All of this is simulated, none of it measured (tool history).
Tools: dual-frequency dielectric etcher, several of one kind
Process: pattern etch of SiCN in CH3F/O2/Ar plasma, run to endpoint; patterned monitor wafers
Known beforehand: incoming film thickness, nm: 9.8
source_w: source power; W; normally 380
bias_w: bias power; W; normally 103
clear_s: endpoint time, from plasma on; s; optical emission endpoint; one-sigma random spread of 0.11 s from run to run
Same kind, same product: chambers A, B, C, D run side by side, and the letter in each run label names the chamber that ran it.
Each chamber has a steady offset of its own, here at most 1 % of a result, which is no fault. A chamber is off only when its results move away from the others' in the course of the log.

run   hour  source_w  bias_w  clear_s
 1B    5.2       380     103   23.372
 2C   14.4       380     103   23.479
 3A   20.4       380     103   23.258
 4D   27.9       380     103   23.552
      30.8  -- chamber D: source power generator calibrated
 5C   36.3       290     117   24.525
 6A   41.2       290     117   24.566
 7D   52.2       290     117   24.634
 8B   62.9       290     117   24.487
 9C   69.8       380     103   23.293
10D   80.6       380     103   23.424
      91.3  -- chamber A: wet clean of the chamber
11B   91.3       380     103    23.22
12A   97.9       380     103   23.183
13D  107.2       380     103   23.374
14C  112.5       380     103   23.274
     114.4  -- chamber B: wet clean of the chamber
15A  121.1       380     103   23.287
16B  130.5       300     128    23.39
17D  136.4       300     128   23.432
18C  145.6       300     128   23.371
19B  154.4       300     128    23.42
20A  162.1       380     103   23.312
     164.9  -- chamber C: wet clean of the chamber
     165.2  -- chamber B: bias power generator calibrated
21B  167.3       380     103   23.643
22D  178.3       380     103   23.523
23C  186.2       380     103    23.36
24A  195.6       380     103   23.311
25B  201.1       380     103   23.404
26D  210.9       380     103   23.548
27A  221.1       380     103   23.155
28C    228       380     103   23.172
29A  235.7       380     103   23.324
30C  240.8       380     103   23.249
31D  248.7       380     121   22.017
32B  259.6       380     121   21.969
33B  268.5       380     121    21.96
34D  276.9       380     121   21.975
35C  287.2       380     103   23.372
36A  298.3       380     103   23.259
37C  309.2       380     103    23.35
38D  319.5       380     103    23.58
39A  326.7       380      82   25.408
40B  333.2       380      82   25.352

Next, all 4 chambers run the settings below, one line each with question marks for the results. What does each chamber give?
41A  341.2       320     103        ?
41B  341.2       320     103        ?
41C  341.2       320     103        ?
41D  341.2       320     103        ?

run  clear_s
41A   24.619
41B   24.795
41C   24.776
41D   24.855

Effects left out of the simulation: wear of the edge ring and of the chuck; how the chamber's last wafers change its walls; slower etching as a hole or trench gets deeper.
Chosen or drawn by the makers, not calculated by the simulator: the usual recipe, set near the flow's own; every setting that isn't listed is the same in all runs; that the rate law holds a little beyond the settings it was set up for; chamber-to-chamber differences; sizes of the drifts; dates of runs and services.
